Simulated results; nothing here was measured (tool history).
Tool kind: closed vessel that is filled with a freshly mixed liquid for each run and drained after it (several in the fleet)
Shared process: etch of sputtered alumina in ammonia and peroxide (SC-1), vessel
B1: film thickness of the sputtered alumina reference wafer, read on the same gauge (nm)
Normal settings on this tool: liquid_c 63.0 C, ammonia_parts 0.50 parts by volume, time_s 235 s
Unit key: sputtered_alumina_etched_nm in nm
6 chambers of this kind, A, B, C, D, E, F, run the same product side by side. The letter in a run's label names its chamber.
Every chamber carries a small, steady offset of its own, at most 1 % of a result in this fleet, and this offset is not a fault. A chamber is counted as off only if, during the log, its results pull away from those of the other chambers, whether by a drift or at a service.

{"run": "1D", "hour": 7.1, "liquid_c": 63.0, "ammonia_parts": 0.5, "time_s": 235, "B1": 29.995, "sputtered_alumina_etched_nm": 19.069}
{"hour": 7.5, "done": "chamber E: ammonia flow meter replaced"}
{"run": "2B", "hour": 12.2, "liquid_c": 63.0, "ammonia_parts": 0.5, "time_s": 235, "B1": 29.972, "sputtered_alumina_etched_nm": 19.208}
{"run": "3A", "hour": 18.0, "liquid_c": 63.0, "ammonia_parts": 0.5, "time_s": 235, "B1": 29.982, "sputtered_alumina_etched_nm": 19.107}
{"hour": 25.8, "done": "chamber A: new drum of ammonia solution connected"}
{"run": "4E", "hour": 26.6, "liquid_c": 63.0, "ammonia_parts": 0.5, "time_s": 235, "B1": 30.02, "sputtered_alumina_etched_nm": 19.481}
{"run": "5C", "hour": 34.0, "liquid_c": 63.0, "ammonia_parts": 0.5, "time_s": 235, "B1": 30.011, "sputtered_alumina_etched_nm": 19.262}
{"run": "6F", "hour": 39.9, "liquid_c": 63.0, "ammonia_parts": 0.6, "time_s": 235, "B1": 29.984, "sputtered_alumina_etched_nm": 19.548}
{"hour": 49.4, "done": "chamber B: ammonia flow meter replaced"}
{"run": "7A", "hour": 50.6, "liquid_c": 63.0, "ammonia_parts": 0.6, "time_s": 235, "B1": 30.019, "sputtered_alumina_etched_nm": 19.53}
{"run": "8B", "hour": 56.5, "liquid_c": 63.0, "ammonia_parts": 0.6, "time_s": 235, "B1": 29.991, "sputtered_alumina_etched_nm": 19.465}
{"run": "9C", "hour": 62.5, "liquid_c": 63.0, "ammonia_parts": 0.6, "time_s": 235, "B1": 29.997, "sputtered_alumina_etched_nm": 19.467}
{"run": "10D", "hour": 70.6, "liquid_c": 63.0, "ammonia_parts": 0.6, "time_s": 235, "B1": 29.994, "sputtered_alumina_etched_nm": 19.577}
{"hour": 71.2, "done": "chamber E: thermometer replaced"}
{"run": "11E", "hour": 76.8, "liquid_c": 63.0, "ammonia_parts": 0.6, "time_s": 235, "B1": 29.967, "sputtered_alumina_etched_nm": 19.442}
{"run": "12F", "hour": 85.6, "liquid_c": 63.0, "ammonia_parts": 0.5, "time_s": 235, "B1": 29.976, "sputtered_alumina_etched_nm": 19.058}
{"run": "13A", "hour": 96.3, "liquid_c": 63.0, "ammonia_parts": 0.5, "time_s": 235, "B1": 30.009, "sputtered_alumina_etched_nm": 19.295}
{"run": "14E", "hour": 103.9, "liquid_c": 63.0, "ammonia_parts": 0.5, "time_s": 235, "B1": 29.989, "sputtered_alumina_etched_nm": 19.495}
{"run": "15D", "hour": 112.5, "liquid_c": 63.0, "ammonia_parts": 0.5, "time_s": 235, "B1": 30.017, "sputtered_alumina_etched_nm": 19.142}
{"run": "16C", "hour": 119.1, "liquid_c": 63.0, "ammonia_parts": 0.5, "time_s": 235, "B1": 29.997, "sputtered_alumina_etched_nm": 19.331}
{"hour": 120.8, "done": "chamber D: new drum of ammonia solution connected"}
{"run": "17B", "hour": 127.1, "liquid_c": 59.5, "ammonia_parts": 0.5, "time_s": 150, "B1": 29.986, "sputtered_alumina_etched_nm": 10.313}
{"run": "18F", "hour": 133.6, "liquid_c": 59.5, "ammonia_parts": 0.5, "time_s": 150, "B1": 29.994, "sputtered_alumina_etched_nm": 10.281}
{"run": "19C", "hour": 140.9, "liquid_c": 59.5, "ammonia_parts": 0.5, "time_s": 150, "B1": 30.02, "sputtered_alumina_etched_nm": 10.28}
{"run": "20E", "hour": 151.1, "liquid_c": 59.5, "ammonia_parts": 0.5, "time_s": 150, "B1": 29.99, "sputtered_alumina_etched_nm": 10.203}
{"hour": 156.2, "done": "chamber F: ammonia flow meter replaced"}
{"run": "21B", "hour": 158.6, "liquid_c": 59.5, "ammonia_parts": 0.5, "time_s": 150, "B1": 30.0, "sputtered_alumina_etched_nm": 10.129}
{"run": "22D", "hour": 168.9, "liquid_c": 59.5, "ammonia_parts": 0.5, "time_s": 150, "B1": 29.986, "sputtered_alumina_etched_nm": 10.248}
{"run": "23F", "hour": 176.2, "liquid_c": 63.0, "ammonia_parts": 0.5, "time_s": 235, "B1": 29.983, "sputtered_alumina_etched_nm": 19.637}
{"run": "24A", "hour": 185.0, "liquid_c": 63.0, "ammonia_parts": 0.5, "time_s": 235, "B1": 29.969, "sputtered_alumina_etched_nm": 19.379}
{"run": "25B", "hour": 194.8, "liquid_c": 54.5, "ammonia_parts": 0.65, "time_s": 235, "B1": 30.011, "sputtered_alumina_etched_nm": 12.681}
{"run": "26F", "hour": 203.2, "liquid_c": 54.5, "ammonia_parts": 0.65, "time_s": 235, "B1": 29.997, "sputtered_alumina_etched_nm": 12.676}
{"hour": 209.7, "done": "chamber D: thermometer replaced"}
{"run": "27E", "hour": 213.6, "liquid_c": 54.5, "ammonia_parts": 0.65, "time_s": 235, "B1": 29.963, "sputtered_alumina_etched_nm": 12.803}
{"hour": 215.0, "done": "chamber B: thermometer replaced"}
{"run": "28A", "hour": 223.0, "liquid_c": 54.5, "ammonia_parts": 0.65, "time_s": 235, "B1": 30.008, "sputtered_alumina_etched_nm": 12.684}
{"run": "29D", "hour": 233.2, "liquid_c": 54.5, "ammonia_parts": 0.65, "time_s": 235, "B1": 29.99, "sputtered_alumina_etched_nm": 12.852}
{"run": "30C", "hour": 241.1, "liquid_c": 54.5, "ammonia_parts": 0.65, "time_s": 235, "B1": 30.005, "sputtered_alumina_etched_nm": 12.702}
{"run": "31F", "hour": 246.4, "liquid_c": 63.0, "ammonia_parts": 0.5, "time_s": 235, "B1": 29.982, "sputtered_alumina_etched_nm": 19.356}
{"run": "32A", "hour": 255.9, "liquid_c": 63.0, "ammonia_parts": 0.5, "time_s": 235, "B1": 29.976, "sputtered_alumina_etched_nm": 19.104}
{"run": "33D", "hour": 262.2, "liquid_c": 63.0, "ammonia_parts": 0.5, "time_s": 235, "B1": 30.006, "sputtered_alumina_etched_nm": 19.313}
{"run": "34C", "hour": 271.0, "liquid_c": 63.0, "ammonia_parts": 0.5, "time_s": 235, "B1": 30.001, "sputtered_alumina_etched_nm": 19.08}
{"run": "35E", "hour": 278.6, "liquid_c": 63.0, "ammonia_parts": 0.5, "time_s": 235, "B1": 29.971, "sputtered_alumina_etched_nm": 19.647}
{"run": "36B", "hour": 283.8, "liquid_c": 63.0, "ammonia_parts": 0.5, "time_s": 235, "B1": 29.981, "sputtered_alumina_etched_nm": 19.031}
{"run": "37C", "hour": 293.5, "liquid_c": 63.0, "ammonia_parts": 0.5, "time_s": 235, "B1": 29.987, "sputtered_alumina_etched_nm": 19.621}
{"run": "38E", "hour": 302.5, "liquid_c": 63.0, "ammonia_parts": 0.5, "time_s": 235, "B1": 30.028, "sputtered_alumina_etched_nm": 19.317}
{"run": "39F", "hour": 308.3, "liquid_c": 63.0, "ammonia_parts": 0.5, "time_s": 235, "B1": 30.008, "sputtered_alumina_etched_nm": 19.594}
{"run": "40A", "hour": 318.0, "liquid_c": 63.0, "ammonia_parts": 0.5, "time_s": 235, "B1": 29.992, "sputtered_alumina_etched_nm": 19.451}

Is one chamber off against the others, does the gauge drift, or is nothing wrong? If a chamber is off, say which, and what the likeliest cause is.

Beyond each chamber's small constant offset nothing stands out, and the gauge stays steady.
